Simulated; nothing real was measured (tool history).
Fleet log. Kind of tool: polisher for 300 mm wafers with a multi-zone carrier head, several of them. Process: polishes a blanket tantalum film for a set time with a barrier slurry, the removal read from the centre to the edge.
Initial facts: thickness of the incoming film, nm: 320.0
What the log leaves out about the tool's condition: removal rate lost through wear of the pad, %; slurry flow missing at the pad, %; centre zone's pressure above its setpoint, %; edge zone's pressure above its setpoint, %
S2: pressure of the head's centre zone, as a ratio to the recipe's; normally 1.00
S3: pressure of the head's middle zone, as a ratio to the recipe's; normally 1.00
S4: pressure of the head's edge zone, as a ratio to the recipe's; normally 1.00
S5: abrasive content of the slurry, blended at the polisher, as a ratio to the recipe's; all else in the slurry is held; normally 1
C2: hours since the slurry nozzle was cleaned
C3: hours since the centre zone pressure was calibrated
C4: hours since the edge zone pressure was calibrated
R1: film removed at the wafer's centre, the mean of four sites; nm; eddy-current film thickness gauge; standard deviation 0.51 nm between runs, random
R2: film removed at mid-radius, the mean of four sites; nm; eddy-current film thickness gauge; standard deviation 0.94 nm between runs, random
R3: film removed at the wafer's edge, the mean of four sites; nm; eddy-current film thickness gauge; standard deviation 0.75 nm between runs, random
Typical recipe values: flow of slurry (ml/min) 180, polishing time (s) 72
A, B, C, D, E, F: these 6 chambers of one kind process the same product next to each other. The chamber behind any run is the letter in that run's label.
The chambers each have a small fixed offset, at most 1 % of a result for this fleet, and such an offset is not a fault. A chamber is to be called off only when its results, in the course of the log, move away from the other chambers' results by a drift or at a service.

{"run": "1C", "hour": 2.4, "flow of slurry (ml/min)": 180, "S2": 1.0, "S3": 1.0, "S4": 1.0, "S5": 1, "polishing time (s)": 72, "wafers polished on this pad": 518, "C2": 396.6, "C3": 437.0, "C4": 42.5, "R1": 81.412, "R2": 80.352, "R3": 82.35}
{"run": "2F", "hour": 5.4, "flow of slurry (ml/min)": 180, "S2": 1.0, "S3": 1.0, "S4": 1.0, "S5": 1, "polishing time (s)": 72, "wafers polished on this pad": 1206, "C2": 334.9, "C3": 856.6, "C4": 10.3, "R1": 81.046, "R2": 81.351, "R3": 81.588}
{"hour": 7.4, "done": "chamber F: worn pad replaced by a new one"}
{"run": "3B", "hour": 7.9, "flow of slurry (ml/min)": 180, "S2": 1.0, "S3": 1.0, "S4": 1.0, "S5": 1, "polishing time (s)": 72, "wafers polished on this pad": 1604, "C2": 399.2, "C3": 171.1, "C4": 894.2, "R1": 81.165, "R2": 79.349, "R3": 81.338}
{"hour": 8.9, "done": "chamber B: worn pad replaced by a new one"}
{"run": "4E", "hour": 12.1, "flow of slurry (ml/min)": 180, "S2": 1.0, "S3": 1.0, "S4": 1.0, "S5": 1, "polishing time (s)": 72, "wafers polished on this pad": 665, "C2": 155.9, "C3": 88.5, "C4": 1096.9, "R1": 81.493, "R2": 79.597, "R3": 81.425}
{"hour": 13.9, "done": "chamber D: worn pad replaced by a new one"}
{"run": "5A", "hour": 15.5, "flow of slurry (ml/min)": 180, "S2": 1.0, "S3": 1.0, "S4": 1.0, "S5": 1, "polishing time (s)": 72, "wafers polished on this pad": 1158, "C2": 260.5, "C3": 243.3, "C4": 467.2, "R1": 80.563, "R2": 80.527, "R3": 81.847}
{"hour": 16.5, "done": "chamber A: worn pad replaced by a new one"}
{"hour": 17.9, "done": "chamber C: worn pad replaced by a new one"}
{"run": "6D", "hour": 19.1, "flow of slurry (ml/min)": 180, "S2": 1.0, "S3": 1.0, "S4": 1.0, "S5": 1, "polishing time (s)": 72, "wafers polished on this pad": 69, "C2": 220.9, "C3": 251.8, "C4": 294.5, "R1": 79.57, "R2": 81.675, "R3": 81.251}
{"run": "7B", "hour": 21.2, "flow of slurry (ml/min)": 180, "S2": 1.0, "S3": 1.0, "S4": 1.0, "S5": 1, "polishing time (s)": 72, "wafers polished on this pad": 165, "C2": 412.5, "C3": 184.4, "C4": 907.5, "R1": 79.947, "R2": 81.453, "R3": 81.666}
{"run": "8E", "hour": 24.7, "flow of slurry (ml/min)": 180, "S2": 1.0, "S3": 1.0, "S4": 1.0, "S5": 1, "polishing time (s)": 72, "wafers polished on this pad": 834, "C2": 168.5, "C3": 101.1, "C4": 1109.5, "R1": 80.768, "R2": 81.977, "R3": 81.926}
{"hour": 26.7, "done": "chamber B: slurry nozzle cleaned"}
{"run": "9D", "hour": 28.8, "flow of slurry (ml/min)": 180, "S2": 1.0, "S3": 1.0, "S4": 1.0, "S5": 1, "polishing time (s)": 72, "wafers polished on this pad": 199, "C2": 230.6, "C3": 261.5, "C4": 304.2, "R1": 80.649, "R2": 80.812, "R3": 81.208}
{"run": "10C", "hour": 33.1, "flow of slurry (ml/min)": 180, "S2": 1.0, "S3": 1.0, "S4": 1.0, "S5": 1, "polishing time (s)": 72, "wafers polished on this pad": 204, "C2": 427.3, "C3": 467.7, "C4": 73.2, "R1": 81.784, "R2": 79.331, "R3": 81.649}
{"run": "11F", "hour": 35.2, "flow of slurry (ml/min)": 180, "S2": 1.0, "S3": 1.0, "S4": 1.0, "S5": 1, "polishing time (s)": 72, "wafers polished on this pad": 373, "C2": 364.7, "C3": 886.4, "C4": 40.1, "R1": 81.435, "R2": 81.556, "R3": 79.534}
{"run": "12A", "hour": 39.1, "flow of slurry (ml/min)": 180, "S2": 1.0, "S3": 1.0, "S4": 1.0, "S5": 1, "polishing time (s)": 72, "wafers polished on this pad": 302, "C2": 284.1, "C3": 266.9, "C4": 490.8, "R1": 81.483, "R2": 82.033, "R3": 80.968}
{"run": "13B", "hour": 42.4, "flow of slurry (ml/min)": 180, "S2": 1.0, "S3": 1.0, "S4": 1.0, "S5": 1, "polishing time (s)": 72, "wafers polished on this pad": 449, "C2": 15.8, "C3": 205.6, "C4": 928.7, "R1": 80.441, "R2": 81.041, "R3": 81.369}
{"run": "14F", "hour": 45.0, "flow of slurry (ml/min)": 180, "S2": 1.0, "S3": 1.0, "S4": 1.0, "S5": 1, "polishing time (s)": 72, "wafers polished on this pad": 504, "C2": 374.5, "C3": 896.2, "C4": 49.9, "R1": 81.967, "R2": 80.172, "R3": 80.52}
{"run": "15D", "hour": 47.0, "flow of slurry (ml/min)": 180, "S2": 1.0, "S3": 1.0, "S4": 1.0, "S5": 1, "polishing time (s)": 72, "wafers polished on this pad": 442, "C2": 248.8, "C3": 279.7, "C4": 322.4, "R1": 79.988, "R2": 81.233, "R3": 80.019}
{"hour": 47.3, "done": "chamber E: worn pad replaced by a new one"}
{"run": "16A", "hour": 50.3, "flow of slurry (ml/min)": 180, "S2": 1.0, "S3": 1.06, "S4": 1.05, "S5": 1, "polishing time (s)": 72, "wafers polished on this pad": 452, "C2": 295.3, "C3": 278.1, "C4": 502.0, "R1": 81.574, "R2": 86.028, "R3": 84.498}
{"run": "17E", "hour": 54.0, "flow of slurry (ml/min)": 180, "S2": 1.0, "S3": 1.06, "S4": 1.05, "S5": 1, "polishing time (s)": 72, "wafers polished on this pad": 90, "C2": 197.8, "C3": 130.4, "C4": 1138.8, "R1": 81.437, "R2": 86.143, "R3": 85.545}
{"run": "18C", "hour": 57.3, "flow of slurry (ml/min)": 180, "S2": 1.0, "S3": 1.06, "S4": 1.05, "S5": 1, "polishing time (s)": 72, "wafers polished on this pad": 528, "C2": 451.5, "C3": 491.9, "C4": 97.4, "R1": 82.869, "R2": 84.845, "R3": 84.183}
{"run": "19B", "hour": 59.7, "flow of slurry (ml/min)": 180, "S2": 1.0, "S3": 1.06, "S4": 1.05, "S5": 1, "polishing time (s)": 72, "wafers polished on this pad": 680, "C2": 33.1, "C3": 222.9, "C4": 946.0, "R1": 79.928, "R2": 85.278, "R3": 82.089}
{"hour": 60.3, "done": "chamber C: worn pad replaced by a new one"}
{"run": "20C", "hour": 63.8, "flow of slurry (ml/min)": 180, "S2": 1.0, "S3": 1.06, "S4": 1.05, "S5": 1, "polishing time (s)": 72, "wafers polished on this pad": 47, "C2": 458.0, "C3": 498.4, "C4": 103.9, "R1": 83.55, "R2": 84.277, "R3": 83.981}
{"run": "21D", "hour": 65.9, "flow of slurry (ml/min)": 180, "S2": 1.0, "S3": 1.06, "S4": 1.05, "S5": 1, "polishing time (s)": 72, "wafers polished on this pad": 695, "C2": 267.7, "C3": 298.6, "C4": 341.3, "R1": 80.975, "R2": 86.376, "R3": 82.864}
{"run": "22F", "hour": 68.9, "flow of slurry (ml/min)": 180, "S2": 1.0, "S3": 1.0, "S4": 1.0, "S5": 1, "polishing time (s)": 72, "wafers polished on this pad": 823, "C2": 398.4, "C3": 920.1, "C4": 73.8, "R1": 80.587, "R2": 82.943, "R3": 81.583}
{"run": "23E", "hour": 73.0, "flow of slurry (ml/min)": 180, "S2": 1.0, "S3": 1.0, "S4": 1.0, "S5": 1, "polishing time (s)": 72, "wafers polished on this pad": 344, "C2": 216.8, "C3": 149.4, "C4": 1157.8, "R1": 80.245, "R2": 81.118, "R3": 80.791}
{"run": "24A", "hour": 75.1, "flow of slurry (ml/min)": 180, "S2": 1.0, "S3": 1.0, "S4": 1.0, "S5": 1, "polishing time (s)": 72, "wafers polished on this pad": 784, "C2": 320.1, "C3": 302.9, "C4": 526.8, "R1": 81.439, "R2": 81.371, "R3": 81.099}
{"run": "25C", "hour": 78.2, "flow of slurry (ml/min)": 180, "S2": 1.0, "S3": 1.0, "S4": 1.0, "S5": 1, "polishing time (s)": 72, "wafers polished on this pad": 240, "C2": 472.4, "C3": 512.8, "C4": 118.3, "R1": 84.757, "R2": 79.465, "R3": 83.273}
{"run": "26A", "hour": 80.4, "flow of slurry (ml/min)": 180, "S2": 1.0, "S3": 1.0, "S4": 1.0, "S5": 1, "polishing time (s)": 72, "wafers polished on this pad": 855, "C2": 325.4, "C3": 308.2, "C4": 532.1, "R1": 81.33, "R2": 82.506, "R3": 82.574}
{"hour": 82.8, "done": "chamber F: slurry nozzle cleaned"}
{"run": "27E", "hour": 83.3, "flow of slurry (ml/min)": 180, "S2": 1.0, "S3": 1.0, "S4": 1.0, "S5": 1, "polishing time (s)": 72, "wafers polished on this pad": 482, "C2": 227.1, "C3": 159.7, "C4": 1168.1, "R1": 80.434, "R2": 80.7, "R3": 82.043}
{"run": "28B", "hour": 85.6, "flow of slurry (ml/min)": 180, "S2": 1.0, "S3": 1.0, "S4": 1.0, "S5": 1, "polishing time (s)": 72, "wafers polished on this pad": 1026, "C2": 59.0, "C3": 248.8, "C4": 971.9, "R1": 80.75, "R2": 81.559, "R3": 80.436}
{"run": "29F", "hour": 88.3, "flow of slurry (ml/min)": 180, "S2": 1.0, "S3": 1.0, "S4": 1.0, "S5": 1, "polishing time (s)": 72, "wafers polished on this pad": 1083, "C2": 5.6, "C3": 939.5, "C4": 93.2, "R1": 81.718, "R2": 82.544, "R3": 81.354}
{"run": "30D", "hour": 90.4, "flow of slurry (ml/min)": 180, "S2": 1.0, "S3": 1.0, "S4": 1.0, "S5": 1, "polishing time (s)": 83, "wafers polished on this pad": 1023, "C2": 292.2, "C3": 323.1, "C4": 365.8, "R1": 93.582, "R2": 94.168, "R3": 93.565}
{"run": "31B", "hour": 93.8, "flow of slurry (ml/min)": 180, "S2": 1.0, "S3": 1.0, "S4": 1.0, "S5": 1, "polishing time (s)": 83, "wafers polished on this pad": 1136, "C2": 67.2, "C3": 257.0, "C4": 980.1, "R1": 93.082, "R2": 93.046, "R3": 94.043}
{"run": "32E", "hour": 97.5, "flow of slurry (ml/min)": 180, "S2": 1.0, "S3": 1.0, "S4": 1.0, "S5": 1, "polishing time (s)": 83, "wafers polished on this pad": 672, "C2": 241.3, "C3": 173.9, "C4": 1182.3, "R1": 93.713, "R2": 92.551, "R3": 93.887}
{"run": "33C", "hour": 101.4, "flow of slurry (ml/min)": 180, "S2": 1.0, "S3": 1.0, "S4": 1.0, "S5": 1, "polishing time (s)": 83, "wafers polished on this pad": 550, "C2": 495.6, "C3": 536.0, "C4": 141.5, "R1": 96.992, "R2": 92.383, "R3": 94.12}
{"hour": 102.1, "done": "chamber A: worn pad replaced by a new one"}
{"hour": 102.8, "done": "chamber F: worn pad replaced by a new one"}
{"run": "34D", "hour": 105.4, "flow of slurry (ml/min)": 180, "S2": 1.0, "S3": 1.0, "S4": 1.0, "S5": 1, "polishing time (s)": 83, "wafers polished on this pad": 1224, "C2": 307.2, "C3": 338.1, "C4": 380.8, "R1": 92.457, "R2": 94.599, "R3": 92.993}
{"hour": 107.8, "done": "chamber C: worn pad replaced by a new one"}
{"run": "35A", "hour": 108.1, "flow of slurry (ml/min)": 180, "S2": 1.0, "S3": 1.0, "S4": 1.0, "S5": 1, "polishing time (s)": 83, "wafers polished on this pad": 80, "C2": 353.1, "C3": 335.9, "C4": 559.8, "R1": 93.562, "R2": 94.532, "R3": 94.566}
{"run": "36F", "hour": 111.8, "flow of slurry (ml/min)": 180, "S2": 1.0, "S3": 1.0, "S4": 1.0, "S5": 1, "polishing time (s)": 72, "wafers polished on this pad": 121, "C2": 29.1, "C3": 963.0, "C4": 116.7, "R1": 81.698, "R2": 81.913, "R3": 80.414}
{"hour": 113.8, "done": "chamber D: worn pad replaced by a new one"}
{"run": "37C", "hour": 114.5, "flow of slurry (ml/min)": 180, "S2": 1.0, "S3": 1.0, "S4": 1.0, "S5": 1, "polishing time (s)": 72, "wafers polished on this pad": 90, "C2": 508.7, "C3": 549.1, "C4": 154.6, "R1": 85.134, "R2": 81.049, "R3": 80.631}
{"run": "38B", "hour": 118.7, "flow of slurry (ml/min)": 180, "S2": 1.0, "S3": 1.0, "S4": 1.0, "S5": 1, "polishing time (s)": 72, "wafers polished on this pad": 1469, "C2": 92.1, "C3": 281.9, "C4": 1005.0, "R1": 80.673, "R2": 80.38, "R3": 80.509}
{"run": "39D", "hour": 121.2, "flow of slurry (ml/min)": 180, "S2": 0.89, "S3": 1.0, "S4": 1.0, "S5": 1, "polishing time (s)": 72, "wafers polished on this pad": 99, "C2": 323.0, "C3": 353.9, "C4": 396.6, "R1": 70.621, "R2": 82.667, "R3": 80.664}

Has any chamber moved away from the others, gradually or after a service, or does the common gauge drift, or do the chambers differ only by their own small steady offsets? State the chamber and the most likely cause if one applies.

One chamber, C, drifts off from the rest bit by bit.
Most likely cause: centre zone's pressure above its setpoint, % = 4.94.

Below are 4 candidate recipes for chamber C's next run, each the usual settings with a change, their results shown as question marks. Which of them brings C's results back in line with what the other chambers give on the usual settings?
In line here means within this much of the mean the other chambers give on the usual settings: R1 1.800 nm; R2 3.300 nm; R3 2.600 nm
{"run": "40C-1", "hour": 124.2, "flow of slurry (ml/min)": 180, "S2": 0.96, "S3": 1.02, "S4": 1.01, "S5": 1, "polishing time (s)": 71, "R1": "?", "R2": "?", "R3": "?"}
{"run": "40C-2", "hour": 124.2, "flow of slurry (ml/min)": 180, "S2": 1.01, "S3": 0.99, "S4": 1.0, "S5": 1, "polishing time (s)": 72, "R1": "?", "R2": "?", "R3": "?"}
{"run": "40C-3", "hour": 124.2, "flow of slurry (ml/min)": 180, "S2": 1.04, "S3": 0.98, "S4": 0.99, "S5": 1, "polishing time (s)": 73, "R1": "?", "R2": "?", "R3": "?"}
{"run": "40C-4", "hour": 124.2, "flow of slurry (ml/min)": 180, "S2": 0.99, "S3": 1.01, "S4": 1.0, "S5": 1, "polishing time (s)": 72, "R1": "?", "R2": "?", "R3": "?"}

Mean of the other chambers on the usual settings: R1 80.895 nm; R2 81.222 nm; R3 81.160 nm
run=40C-1 R1=80.821 R2=80.991 R3=80.755
run=40C-2 R1=86.677 R2=79.856 R3=81.501
run=40C-3 R1=90.755 R2=80.190 R3=82.209
run=40C-4 R1=84.796 R2=81.367 R3=81.477
The right change is 40C-1: it brings the chamber back within the allowed miss of the others.

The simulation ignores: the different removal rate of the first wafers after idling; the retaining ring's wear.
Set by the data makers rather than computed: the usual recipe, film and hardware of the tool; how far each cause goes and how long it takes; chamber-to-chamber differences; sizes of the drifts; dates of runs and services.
